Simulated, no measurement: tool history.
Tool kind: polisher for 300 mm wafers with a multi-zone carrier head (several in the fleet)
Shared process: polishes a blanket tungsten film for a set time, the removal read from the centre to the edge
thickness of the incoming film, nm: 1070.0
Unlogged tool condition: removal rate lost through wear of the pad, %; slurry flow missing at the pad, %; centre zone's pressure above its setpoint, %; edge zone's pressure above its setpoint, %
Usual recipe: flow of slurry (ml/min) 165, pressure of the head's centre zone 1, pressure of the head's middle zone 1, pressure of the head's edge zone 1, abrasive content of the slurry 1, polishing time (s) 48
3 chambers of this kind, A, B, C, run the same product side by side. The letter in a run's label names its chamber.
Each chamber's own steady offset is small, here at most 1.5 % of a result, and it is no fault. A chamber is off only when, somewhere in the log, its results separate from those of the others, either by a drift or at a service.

run   hour  flow of slurry (ml/min)  pressure of the head's centre zone  pressure of the head's middle zone  pressure of the head's edge zone  abrasive content of the slurry  polishing time (s)  wafers polished on this pad  hours since the slurry nozzle was cleaned  hours since the centre zone pressure was calibrated  hours since the edge zone pressure was calibrated  film removed at the wafer's centre (angstrom)  film removed at mid-radius (angstrom)  film removed at the wafer's edge (angstrom)
       5.6  -- chamber C: worn pad replaced by a new one
       6.7  -- chamber A: edge zone pressure recalibrated
 1C    9.6                      165                                   1                                   1                                 1                               1                  48                           51                                      445.5                                               1021.5                                              965.8                                         2790.8                                 2870.8                                       2828.9
 2A   18.3                      165                                   1                                   1                                 1                               1                  48                          438                                      565.1                                                  237                                               11.6                                         2863.9                                 2845.7                                       2842.6
 3B   31.3                      165                                   1                                   1                                 1                               1                  48                         1028                                      282.9                                                633.5                                                380                                         2844.1                                 2844.4                                       2856.8
 4B   46.7                      165                                   1                                   1                                 1                               1                  48                         1228                                      298.3                                                648.9                                              395.4                                         2880.9                                 2869.3                                       2869.3
 5C   61.3                      165                                   1                                   1                                 1                             0.8                  33                          722                                      497.2                                               1073.2                                             1017.5                                         1847.1                                 1822.6                                       1833.4
 6A   68.7                      165                                   1                                   1                                 1                             0.8                  33                         1092                                      615.5                                                287.4                                                 62                                         1876.8                                 1858.1                                       1843.1
      79.1  -- chamber A: worn pad replaced by a new one
 7B   80.9                      165                                   1                                   1                                 1                             0.8                  33                         1672                                      332.5                                                683.1                                              429.6                                         1848.4                                 1832.2                                       1884.1
 8C   90.3                      165                                   1                                   1                                 1                               1                  48                         1098                                      526.2                                               1102.2                                             1046.5                                         2789.3                                 2826.2                                       2825.3
      94.2  -- chamber A: centre zone pressure recalibrated
      97.2  -- chamber C: worn pad replaced by a new one
 9A   97.3                      165                                0.91                                   1                                 1                             1.3                  48                          237                                      644.1                                                  3.2                                               90.6                                           2704                                 3042.5                                       3035.8
10A  108.1                      165                                0.91                                   1                                 1                             1.3                  48                          377                                      654.9                                                   14                                              101.4                                           2729                                 3007.4                                       2988.6
     110.4  -- chamber B: slurry nozzle cleaned
11C    117                      165                                0.91                                   1                                 1                             1.3                  48                          257                                      552.9                                               1128.9                                             1073.2                                         2701.4                                 3032.7                                         3046
12B    129                      165                                   1                                   1                                 1                               1                  48                         2295                                       18.6                                                731.2                                              477.7                                         2779.8                                 2788.2                                       2795.2
13A  144.2                      165                                   1                                   1                                 1                               1                  48                          845                                        691                                                 50.1                                              137.5                                         2865.6                                 2818.3                                       2832.6
14C  156.6                      165                                   1                                   1                                 1                               1                  48                          771                                      592.5                                               1168.5                                             1112.8                                         2797.6                                 2824.3                                       2821.4
     157.3  -- chamber A: slurry nozzle cleaned
15B  169.5                      165                                   1                                   1                                 1                               1                  48                         2821                                       59.1                                                771.7                                              518.2                                         2745.5                                 2772.5                                       2773.4
16B  179.4                      165                                   1                                   1                                 1                               1                  48                         2949                                         69                                                781.6                                              528.1                                         2748.7                                 2783.7                                       2803.4
     181.6  -- chamber A: worn pad replaced by a new one
     182.6  -- chamber C: worn pad replaced by a new one
17C  186.4                      165                                   1                                   1                                 1                               1                  48                           50                                      622.3                                               1198.3                                             1142.6                                         2801.7                                 2854.7                                         2836
18A  193.4                      165                                   1                                   1                                 1                               1                  48                          153                                       36.1                                                 99.3                                              186.7                                         2947.5                                 2837.4                                       2865.5
19C    207                      165                                   1                                   1                                 1                               1                  48                          317                                      642.9                                               1218.9                                             1163.2                                         2803.7                                 2832.5                                       2812.3
20A  220.3                      165                                   1                                   1                                 1                               1                  48                          502                                         63                                                126.2                                              213.6                                         2868.1                                 2865.2                                       2835.9
     225.9  -- chamber C: slurry nozzle cleaned
21B  233.8                      165                                   1                                   1                                 1                               1                  48                         3655                                      123.4                                                  836                                              582.5                                         2690.1                                 2727.4                                       2718.1
22A  241.3                      165                                   1                                   1                                 1                               1                  48                          775                                         84                                                147.2                                              234.6                                         2867.9                                 2816.6                                       2795.5
     241.6  -- chamber C: centre zone pressure recalibrated
23B  249.3                      165                                   1                                   1                                 1                               1                  48                         3856                                      138.9                                                851.5                                                598                                         2769.2                                 2734.6                                       2730.6
     259.6  -- chamber C: edge zone pressure recalibrated
24C  264.4                      165                                   1                                   1                                 1                               1                  48                         1062                                       38.5                                                 22.9                                                4.9                                           2807                                 2809.7                                       2810.1
25A  274.7                      165                                   1                                   1                                 1                               1                  48                         1208                                      117.4                                                180.6                                                268                                         2855.3                                   2827                                       2854.2
     278.5  -- chamber A: worn pad replaced by a new one
     282.1  -- chamber C: worn pad replaced by a new one
26C  287.9                      165                                   1                                   1                                 1                               1                  48                           75                                         62                                                 46.4                                               28.4                                         2833.7                                 2853.8                                       2811.4
27B  300.5                      165                                   1                                   1                                 1                               1                  48                         4520                                      190.1                                                902.7                                              649.2                                         2707.8                                   2708                                       2704.9
28A  307.9                      165                                   1                                   1                                 1                               1                  48                          381                                      150.6                                                213.8                                              301.2                                         2873.1                                 2838.6                                       2834.9
29B  319.4                      165                                   1                                   1                                 1                               1                  48                         4765                                        209                                                921.6                                              668.1                                         2677.7                                   2678                                       2681.7
     323.9  -- chamber B: centre zone pressure recalibrated
     326.4  -- chamber B: edge zone pressure recalibrated
30C  328.8                      165                                   1                                   1                                 1                               1                  48                          605                                      102.9                                                 87.3                                               69.3                                         2833.6                                 2854.2                                       2833.7
31C    339                      165                                   1                                   1                                 1                               1                  48                          738                                      113.1                                                 97.5                                               79.5                                         2809.6                                 2861.9                                       2838.4
32A  352.4                      165                                   1                                   1                                 1                               1                  48                          958                                      195.1                                                258.3                                              345.7                                         2849.6                                 2879.4                                       2804.5
33B  359.4                      165                                   1                                   1                                 1                               1                  48                         5284                                        249                                                 35.6                                                 33                                         2610.1                                 2632.4                                       2651.9
34B  367.7                      165                                   1                                   1                                 1                               1                  48                         5391                                      257.3                                                 43.9                                               41.3                                         2586.3                                 2619.2                                       2659.4
     375.7  -- chamber A: worn pad replaced by a new one
35A  380.4                      165                                   1                                   1                                 1                               1                  48                           61                                      223.1                                                286.3                                              373.7                                         2874.3                                 2842.8                                       2862.3
     381.1  -- chamber C: worn pad replaced by a new one
36C  389.3                      165                                   1                                   1                                 1                               1                  48                          107                                      163.4                                                147.8                                              129.8                                         2851.6                                 2851.6                                       2881.2
37B  403.3                      165                                0.93                                   1                                 1                               1                  48                         5853                                      292.9                                                 79.5                                               76.9                                         2410.1                                 2598.1                                       2635.9
38C  412.8                      165                                0.93                                   1                                 1                               1                  48                          411                                      186.9                                                171.3                                              153.3                                         2617.6                                   2858                                       2877.6
     424.8  -- chamber A: centre zone pressure recalibrated
39A  425.2                      165                                0.93                                   1                                 1                               1                  48                          642                                      267.9                                                  0.5                                              418.5                                         2644.4                                   2825                                         2844
40B  435.2                      165                                   1                                   1                                 1                               1                  48                         6267                                      324.8                                                111.4                                              108.8                                         2544.8                                 2598.2                                       2586.8
41C  446.4                      165                                   1                                   1                                 1                               1                  48                          847                                      220.5                                                204.9                                              186.9                                         2840.4                                   2844                                       2799.6
       459  -- chamber A: worn pad replaced by a new one
42A  460.8                      165                                   1                                   1                                 1                               1                  48                           23                                      303.5                                                 36.1                                              454.1                                         2901.4                                 2828.7                                       2841.2

All 3 chambers run these settings next. Forecast each chamber's results:
43A  471.9                      165                                1.05                                   1                                 1                               1                  48                                                                                                                                                                                                                              ?                                      ?                                            ?
43B  471.9                      165                                1.05                                   1                                 1                               1                  48                                                                                                                                                                                                                              ?                                      ?                                            ?
43C  471.9                      165                                1.05                                   1                                 1                               1                  48                                                                                                                                                                                                                              ?                                      ?                                            ?

run  film removed at the wafer's centre (angstrom)  film removed at mid-radius (angstrom)  film removed at the wafer's edge (angstrom)
43A                                         2992.9                                 2802.2                                         2846
43B                                         2704.6                                 2598.3                                       2551.4
43C                                         2985.2                                 2829.8                                       2787.9
